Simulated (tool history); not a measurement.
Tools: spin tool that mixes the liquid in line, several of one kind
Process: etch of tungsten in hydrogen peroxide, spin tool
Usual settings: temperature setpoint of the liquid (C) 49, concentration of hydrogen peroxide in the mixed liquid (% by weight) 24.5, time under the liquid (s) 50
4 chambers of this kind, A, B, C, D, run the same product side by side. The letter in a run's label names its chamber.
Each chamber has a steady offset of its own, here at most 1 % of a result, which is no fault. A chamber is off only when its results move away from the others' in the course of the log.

| run | hour | temperature setpoint of the liquid (C) | concentration of hydrogen peroxide in the mixed liquid (% by weight) | time under the liquid (s) | read-back film thickness of the tungsten reference wafer, read on the same gauge (nm) | thickness taken off the tungsten on a monitor wafer (angstrom) |
|---|---|---|---|---|---|---|
| 1B | 11.9 | 49 | 24.5 | 50 | 70.005 | 549.23 |
| 2D | 22.8 | 49 | 24.5 | 50 | 70.007 | 550.61 |
| 3C | 35.9 | 49 | 24.5 | 50 | 69.987 | 547.83 |
|  | 36.1 | chamber A: new drum of peroxide connected |
| 4A | 45.7 | 49 | 24.5 | 50 | 69.978 | 545.16 |
| 5A | 58.3 | 49 | 24.5 | 50 | 70.007 | 546.65 |
| 6C | 71.7 | 49 | 24.5 | 50 | 70.031 | 543.4 |
| 7D | 81 | 49 | 24.5 | 50 | 70.026 | 552.36 |
|  | 89.8 | chamber B: new drum of peroxide connected |
| 8B | 92.9 | 49 | 24.5 | 50 | 69.959 | 548.61 |
| 9D | 103.3 | 49 | 24.5 | 50 | 70.003 | 551.66 |
| 10A | 110 | 49 | 24.5 | 50 | 69.986 | 547.22 |
| 11B | 122.5 | 43 | 24.5 | 25 | 70.024 | 188.82 |
| 12C | 129.7 | 43 | 24.5 | 25 | 70.007 | 188.21 |
|  | 133.7 | chamber A: peroxide flow meter replaced |
| 13D | 138.5 | 43 | 24.5 | 25 | 70.011 | 188.39 |
| 14C | 146.7 | 43 | 24.5 | 25 | 70.027 | 187.39 |
|  | 149.6 | chamber D: peroxide flow meter replaced |
| 15A | 159.7 | 49 | 24.5 | 50 | 70.027 | 546.58 |
| 16B | 167.1 | 49 | 21.5 | 50 | 69.955 | 514.47 |
| 17C | 178.9 | 49 | 21.5 | 50 | 70.016 | 505 |
| 18A | 192.6 | 49 | 21.5 | 50 | 69.97 | 508.1 |
| 19B | 202.2 | 49 | 21.5 | 50 | 69.993 | 514.59 |
| 20D | 214.5 | 53.5 | 21.5 | 50 | 69.984 | 676.77 |
| 21D | 226.5 | 53.5 | 21.5 | 50 | 69.95 | 676.77 |
| 22B | 234.9 | 53.5 | 21.5 | 50 | 70.037 | 675.59 |
| 23A | 241.9 | 53.5 | 21.5 | 50 | 70.005 | 673.77 |
| 24C | 248.2 | 53.5 | 24.5 | 80 | 70.002 | 1128 |
| 25A | 262.1 | 53.5 | 24.5 | 80 | 69.96 | 1137.1 |

What goes on in this fleet: one chamber off, a drifting gauge, or nothing beyond the chambers' own small offsets? Name the chamber and the cause, if any.

Chamber C drifts away from the others.
Cause: liquid colder than its thermometer reads (K) = 0.346.
The log may not tell that from: peroxide flow below the setpoint (%); temperature lost on the way to the wafer (K); peroxide weaker than its label (%).

Here are 4 candidates for chamber C's next run, each the usual settings with a change, their results left as question marks. Which one brings its results back in line with what the others give on the usual settings?
In line means no further than this from the other chambers' mean on the usual settings: thickness taken off the tungsten on a monitor wafer (angstrom) 6.6
| 26C-1 | 272.4 | 49 | 25.5 | 50 |  | ? |
| 26C-2 | 272.4 | 49 | 26.5 | 50 |  | ? |
| 26C-3 | 272.4 | 49 | 23.5 | 50 |  | ? |
| 26C-4 | 272.4 | 49 | 22.5 | 50 |  | ? |

The other chambers' mean on the usual settings: thickness taken off the tungsten on a monitor wafer (angstrom) 548.18
| run | thickness taken off the tungsten on a monitor wafer (angstrom) |
|---|---|
| 26C-1 | 548.96 |
| 26C-2 | 559.75 |
| 26C-3 | 526.71 |
| 26C-4 | 515.23 |
26C-1 brings the chamber back in line.
